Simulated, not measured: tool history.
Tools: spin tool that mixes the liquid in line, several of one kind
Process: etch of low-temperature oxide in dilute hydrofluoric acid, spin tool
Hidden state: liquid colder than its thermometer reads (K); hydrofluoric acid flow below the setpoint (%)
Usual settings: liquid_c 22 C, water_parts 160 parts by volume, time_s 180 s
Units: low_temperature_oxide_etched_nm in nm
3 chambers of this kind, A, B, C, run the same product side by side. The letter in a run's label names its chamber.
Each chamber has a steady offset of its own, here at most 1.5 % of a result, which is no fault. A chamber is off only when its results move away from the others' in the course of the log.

run,hour,liquid_c,water_parts,time_s,hours since the thermometer was replaced,hours since the hydrofluoric acid flow meter was replaced,"read-back film thickness of the low-temperature oxide reference wafer, read on the same gauge (nm)",low_temperature_oxide_etched_nm
1B,10.7,22,160,180,649.4,425,40.02,13.105
2A,23.9,22,160,180,41.6,655.8,40.033,13.308
3C,36.4,22,160,180,440,90.1,40.015,13.092
4C,48.4,22,160,180,452,102.1,40.042,12.952
5B,63.8,22,160,180,702.5,478.1,40.01,13.163
# hour 69.3: chamber B: hydrofluoric acid flow meter replaced
6A,72.5,22,160,180,90.2,704.4,40.032,13.207
7B,80.4,22,160,180,719.1,11.2,40.018,13.049
8A,96.7,22,160,180,114.4,728.6,40.037,13.134
9C,105.7,22,160,180,509.3,159.4,40.065,13.046
10B,116.9,22,160,180,755.6,47.7,39.976,13.068
11A,126.3,22,160,180,144,758.2,40.034,13.203
12C,136.6,22,160,180,540.2,190.3,39.962,13.007
13B,150.8,22,160,180,789.5,81.6,39.974,13.161
14C,162.2,22,160,180,565.8,215.9,39.995,13.056
15A,176.7,22,160,180,194.4,808.6,40.017,13.324
16B,185,22,160,180,823.7,115.8,40.005,13.172
17C,200.1,22,160,180,603.7,253.8,40.002,13.026
18A,209.7,22,160,180,227.4,841.6,39.98,13.239
19C,219.5,22,160,180,623.1,273.2,39.995,13.034
20B,235.2,22,160,180,873.9,166,39.976,13.146
21A,247.4,22,160,180,265.1,879.3,40.014,13.267
22B,256.6,22,160,180,895.3,187.4,39.976,13.086
23C,268.9,22,160,180,672.5,322.6,39.992,13.113
24A,281.2,22,160,180,298.9,913.1,40.01,13.161
25B,291.6,22,160,180,930.3,222.4,39.988,13.1
26C,301.2,22,110,145,704.8,354.9,39.973,16.127
27A,310.6,22,110,145,328.3,942.5,40.001,16.37
28C,322.8,22,110,145,726.4,376.5,39.995,16.248
29A,335.4,22,160,180,353.1,967.3,39.98,13.263
30B,343.4,22,160,180,982.1,274.2,39.939,13.093
31C,352.5,22,160,180,756.1,406.2,40.055,13.125
32B,368.2,22,160,180,1006.9,299,40.005,13.1
33A,381.6,22,160,180,399.3,1013.5,40.061,13.164
34B,394.1,22,160,180,1032.8,324.9,40.012,13.064
35C,405.2,22,160,180,808.8,458.9,40.013,13.106
36A,417.7,22,160,180,435.4,1049.6,40.03,13.299
37A,432,22,160,180,449.7,1063.9,40.028,13.143

What goes on in this fleet: one chamber off, a drifting gauge, or nothing beyond the chambers' own small offsets? Name the chamber and the cause, if any.

No chamber stands off beyond its own small offset, and the gauge holds steady.

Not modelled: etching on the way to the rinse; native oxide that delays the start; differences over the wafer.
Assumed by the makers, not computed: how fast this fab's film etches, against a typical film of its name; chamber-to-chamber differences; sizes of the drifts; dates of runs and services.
